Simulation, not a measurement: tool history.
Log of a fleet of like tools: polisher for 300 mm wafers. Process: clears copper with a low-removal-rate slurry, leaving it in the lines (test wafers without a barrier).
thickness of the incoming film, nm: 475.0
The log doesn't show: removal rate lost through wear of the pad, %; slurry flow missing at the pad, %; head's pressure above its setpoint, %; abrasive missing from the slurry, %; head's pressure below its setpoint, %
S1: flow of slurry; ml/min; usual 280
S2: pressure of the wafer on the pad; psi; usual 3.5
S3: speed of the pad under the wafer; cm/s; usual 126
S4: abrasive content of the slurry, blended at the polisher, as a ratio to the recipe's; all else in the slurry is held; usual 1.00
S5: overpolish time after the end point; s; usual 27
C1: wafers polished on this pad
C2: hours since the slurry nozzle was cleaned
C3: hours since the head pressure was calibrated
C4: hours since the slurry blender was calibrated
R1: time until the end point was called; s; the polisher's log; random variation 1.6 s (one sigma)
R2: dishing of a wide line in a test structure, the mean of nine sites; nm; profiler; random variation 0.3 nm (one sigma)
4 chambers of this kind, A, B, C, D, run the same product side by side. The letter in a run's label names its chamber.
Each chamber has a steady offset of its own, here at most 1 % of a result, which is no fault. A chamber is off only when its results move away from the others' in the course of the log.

run   hour   S1   S2   S3    S4  S5    C1     C2     C3     C4       R1      R2
       3.0  -- chamber B: slurry nozzle cleaned
 1C    9.5  280  3.5  126  1.00  27  1039  161.3  521.3   50.2  101.780  23.011
 2A   18.6  280  3.5  126  1.00  27   513  307.8   59.1   74.1  100.830  23.158
 3B   29.9  280  3.5  126  1.00  27   477   26.9  398.5  224.6  103.600  23.441
      36.3  -- chamber B: slurry blender recalibrated
      37.6  -- chamber B: worn pad replaced by a new one
 4D   38.8  280  3.5  126  1.00  27   332  880.3  611.4   81.4  100.810  23.226
 5C   49.1  280  3.5  126  1.00  27  1344  200.9  560.9   89.8  103.370  23.172
 6B   54.6  195  3.1  126  1.00  27   131   51.6  423.2   18.3  116.470  22.956
 7A   63.9  195  3.1  126  1.00  27   862  353.1  104.4  119.4  119.340  22.282
      73.7  -- chamber C: slurry nozzle cleaned
 8D   74.2  195  3.1  126  1.00  27   606  915.7  646.8  116.8  118.750  23.016
      78.3  -- chamber B: head pressure recalibrated
 9D   81.1  195  3.1  126  1.00  27   659  922.6  653.7  123.7  122.310  21.945
      86.5  -- chamber D: slurry nozzle cleaned
      88.0  -- chamber D: worn pad replaced by a new one
      88.7  -- chamber C: worn pad replaced by a new one
10A   90.2  280  3.5  126  1.00  27  1065  379.4  130.7  145.7  101.520  23.249
11B  100.8  280  3.5  126  1.00  27   488   97.8   22.5   64.5  103.280  23.005
     106.6  -- chamber B: worn pad replaced by a new one
12C  109.8  280  4.4  126  1.00  27   162   36.2  621.6  150.5   81.245  23.248
     115.2  -- chamber D: slurry blender recalibrated
13D  117.9  280  4.4  126  1.00  27   231   31.5  690.5    2.8   82.077  23.736
14A  124.6  280  4.4  126  1.00  27  1331  413.8  165.1  180.1   82.218  23.059
     124.7  -- chamber C: head pressure recalibrated
15B  131.2  280  4.4  126  1.00  27   190  128.2   52.9   94.9   81.700  24.242
16C  141.8  280  3.5  126  1.00  27   410   68.2   17.1  182.5  103.750  22.775
17B  148.7  280  3.5  126  1.00  27   325  145.7   70.4  112.4  101.450  22.557
18A  157.8  280  3.5  126  1.00  27  1587  447.0  198.3  213.3  104.600  22.749
     164.0  -- chamber D: worn pad replaced by a new one
19C  168.7  280  3.5  126  1.00  27   617   95.1   44.0  209.4  103.530  23.614
     175.5  -- chamber A: slurry blender recalibrated
20D  177.8  280  3.5  106  0.80  27   106   91.4  750.4   62.7  129.740  23.152
     183.8  -- chamber B: worn pad replaced by a new one
21B  188.6  280  3.5  106  0.80  27    37  185.6  110.3  152.3  125.520  22.571
22C  196.5  280  3.5  106  0.80  27   832  122.9   71.8  237.2  127.670  23.049
23A  202.4  280  3.5  106  0.80  27  1931  491.6  242.9   26.9  130.700  22.194
24D  212.2  280  3.5  126  1.00  27   372  125.8  784.8   97.1   99.231  23.128
25B  220.3  280  3.5  126  1.00  27   282  217.3  142.0  184.0   99.944  23.160
26A  229.8  280  3.5  126  1.00  27  2143  519.0  270.3   54.3  102.370  23.503
27C  238.8  280  3.5  126  1.00  27  1158  165.2  114.1  279.5   99.896  23.201
     244.5  -- chamber A: head pressure recalibrated
28D  248.1  280  3.5  126  1.00  27   649  161.7  820.7  133.0   98.813  22.911
29B  258.3  280  3.5  126  1.00  27   575  255.3  180.0  222.0  100.730  23.073
     259.9  -- chamber B: worn pad replaced by a new one
     260.1  -- chamber C: worn pad replaced by a new one
     261.0  -- chamber D: worn pad replaced by a new one
30C  264.5  280  3.5  126  1.00  27    34  190.9  139.8  305.2  103.260  23.485
     267.6  -- chamber B: slurry blender recalibrated
31D  274.6  280  3.5  126  1.00  27   105  188.2  847.2  159.5   97.325  23.141
32A  285.9  280  3.5  126  1.00  27  2576  575.1   41.5  110.4  110.160  22.629
     288.2  -- chamber D: slurry blender recalibrated
33A  294.2  280  3.5  126  1.00  27  2640  583.4   49.8  118.7  107.750  22.895
     298.7  -- chamber B: slurry nozzle cleaned
34C  301.6  280  3.5  126  1.00  27   320  228.0  176.9  342.3  101.910  24.126
     302.1  -- chamber C: slurry nozzle cleaned
     309.7  -- chamber C: slurry blender recalibrated
35D  313.2  280  3.5  126  1.00  27   403  226.8  885.8   25.0  104.270  23.642
36B  322.4  280  3.5  126  1.00  27   482   23.8  244.1   54.8   97.354  23.362
37C  328.5  205  3.5  126  1.25  27   528   26.5  203.8   18.8  101.850  23.739
     331.5  -- chamber B: worn pad replaced by a new one
38A  339.8  205  3.5  126  1.25  27  2992  629.0   95.4  164.3  108.160  22.518
39B  346.4  205  3.5  126  1.25  27   115   47.8  268.1   78.8   99.879  22.710
     348.0  -- chamber D: worn pad replaced by a new one
40D  357.4  205  3.5  126  1.25  27    73  271.0  930.0   69.2  100.090  23.102
41C  362.6  280  3.5  126  1.00  27   791   60.6  237.9   52.9  102.820  22.945
42B  368.3  280  3.5  126  1.00  27   284   69.7  290.0  100.7   98.566  23.084

What goes on in this fleet: one chamber off, a drifting gauge, or nothing beyond the chambers' own small offsets? Name the chamber and the cause, if any.

Chamber A drifts away from the others.
Cause: removal rate lost through wear of the pad, % = 9.91.

Here are 4 candidates for chamber A's next run, each the usual settings with a change, their results left as question marks. Which one brings its results back in line with what the others give on the usual settings?
In line means no further than this from the other chambers' mean on the usual settings: R1 5.700 s; R2 1.100 nm
43A-1  376.7  280  3.7  134  1.00  28                   ?   ?
43A-2  376.7  280  3.3  118  1.00  26                   ?   ?
43A-3  376.7  275  3.1  114  1.00  25                   ?   ?
43A-4  376.7  285  3.9  138  1.00  29                   ?   ?

The other chambers' mean on the usual settings: R1 101.260 s; R2 23.114 nm
  run       R1      R2
43A-1  101.420  23.161
43A-2  129.600  22.397
43A-3  143.300  21.860
43A-4   93.157  23.340
43A-1 brings the chamber back in line.
